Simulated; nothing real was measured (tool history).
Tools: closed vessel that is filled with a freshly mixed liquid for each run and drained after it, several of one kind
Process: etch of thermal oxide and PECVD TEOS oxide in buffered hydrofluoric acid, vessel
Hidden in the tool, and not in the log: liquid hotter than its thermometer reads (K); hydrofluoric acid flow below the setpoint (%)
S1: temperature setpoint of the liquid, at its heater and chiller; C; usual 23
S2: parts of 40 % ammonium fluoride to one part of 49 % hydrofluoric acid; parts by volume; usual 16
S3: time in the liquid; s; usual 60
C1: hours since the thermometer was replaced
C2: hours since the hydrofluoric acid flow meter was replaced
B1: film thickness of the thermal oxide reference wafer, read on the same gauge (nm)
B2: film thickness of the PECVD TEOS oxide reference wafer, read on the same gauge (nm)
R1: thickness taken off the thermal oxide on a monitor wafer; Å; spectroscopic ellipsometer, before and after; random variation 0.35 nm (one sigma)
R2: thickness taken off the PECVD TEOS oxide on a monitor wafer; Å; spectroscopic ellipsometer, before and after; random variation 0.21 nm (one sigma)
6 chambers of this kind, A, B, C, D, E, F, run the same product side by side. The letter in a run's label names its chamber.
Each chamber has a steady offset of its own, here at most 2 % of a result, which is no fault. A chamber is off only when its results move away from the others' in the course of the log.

run   hour    S1  S2  S3      C1      C2      B1      B2      R1      R2
 1E    6.7    23  16  60   523.8   572.3  30.001  119.98  400.98  662.05
 2B   13.4    23  16  60     706   596.3  29.997  119.99  406.92  662.14
 3D   18.3    23  16  60  1159.5   543.4  29.995  119.98  402.24  651.79
 4C   21.7    23  16  60   775.3  1157.8  30.007  119.97  396.69  655.44
 5F   25.1    23  10  60   133.4   491.9  29.997  120.03  642.25  1049.3
 6A   31.2    23  10  60   364.6   605.3  30.045  120.03  635.43  1039.8
 7E   34.6    23  10  60   551.7   600.2  29.984  119.96  627.52  1055.8
 8C   39.1    23  10  60   792.7  1175.2  30.007  119.98  633.07  1046.8
 9F   45.5    23  10  60   153.8   512.3  30.033  120.02  641.55  1051.5
10B   49.6    23  10  60   742.2   632.5  29.997  119.98   641.4  1049.5
      53.1  -- chamber C: hydrofluoric acid flow meter replaced
11D   56.8    23  16  60    1198   581.9  30.019  120.03  396.54  647.45
12A   63.7    23  16  60   397.1   637.8  29.997  120.01  400.73  657.43
13C   70.7    23  16  60   824.3    17.6  30.012     120  404.27  660.15
14F   76.5    23  16  60   184.8   543.3  29.999     120  407.52  653.24
15B     82    23  16  60   774.6   664.9  29.983     120  408.07  663.78
16E   85.6    23  16  60   602.7   651.2  29.978  120.01  400.18  662.35
17A   91.8    23  16  60   425.2   665.9  30.028     120  405.62  656.03
18D   96.4    23  16  60  1237.6   621.5  29.992  119.98  397.32  644.02
19C    102    23  16  60   855.6    48.9      30  120.02  398.36  657.95
20B  105.7    23  16  60   798.3   688.6  30.027  120.01  401.39  665.48
21D  109.6    23  16  60  1250.8   634.7   29.96  119.99   393.3  652.78
22F  116.7    23  16  60     225   583.5  29.991  120.03  405.62  655.52
23A  124.1    23  16  60   457.5   698.2  29.971     120  400.01  655.81
24E  129.7    23  16  60   646.8   695.3  29.998  119.99  398.91  666.33
25B  137.1    23  16  60   829.7     720  30.001  119.96   404.8  660.08
26A    141    23  16  60   474.4   715.1  30.007  120.01  400.97  656.74
27D  146.7    23  16  60  1287.9   671.8  29.988     120  398.76  648.44
28F    150    23  16  60   258.3   616.8  30.004  119.98  397.01  653.25
29E  157.4    23  16  60   674.5     723   30.01  120.04  402.65  662.38
30C  162.2    23  10  60   915.8   109.1  29.988  119.98  620.95  1047.4
31D  168.3    23  10  60  1309.5   693.4  29.973  120.02  633.21  1028.3
32B  175.6    23  10  60   868.2   758.5  30.019  120.02  641.71  1050.3
33F  179.5    23  10  60   287.8   646.3  30.016  120.03  646.41  1041.5
34A  184.6    23  10  60     518   758.7  29.962     120   637.3  1040.7
35C  191.6    23  10  60   945.2   138.5   29.98  120.04  639.49  1047.8
36E    195  20.5  16  60   712.1   760.6  30.002     120  341.87  576.83
37D  201.9  20.5  16  60  1343.1     727  29.977  120.03  346.06  565.77
38A  209.4  20.5  16  60   542.8   783.5  29.972  119.96  354.56  571.19

All 6 chambers run these settings next. Forecast each chamber's results:
39A  214.7  23  16  60                   ?   ?
39B  214.7  23  16  60                   ?   ?
39C  214.7  23  16  60                   ?   ?
39D  214.7  23  16  60                   ?   ?
39E  214.7  23  16  60                   ?   ?
39F  214.7  23  16  60                   ?   ?

run      R1      R2
39A  405.58  657.57
39B  400.98  657.32
39C  397.69  656.19
39D  397.18  649.91
39E  398.44  660.99
39F  409.39  650.32
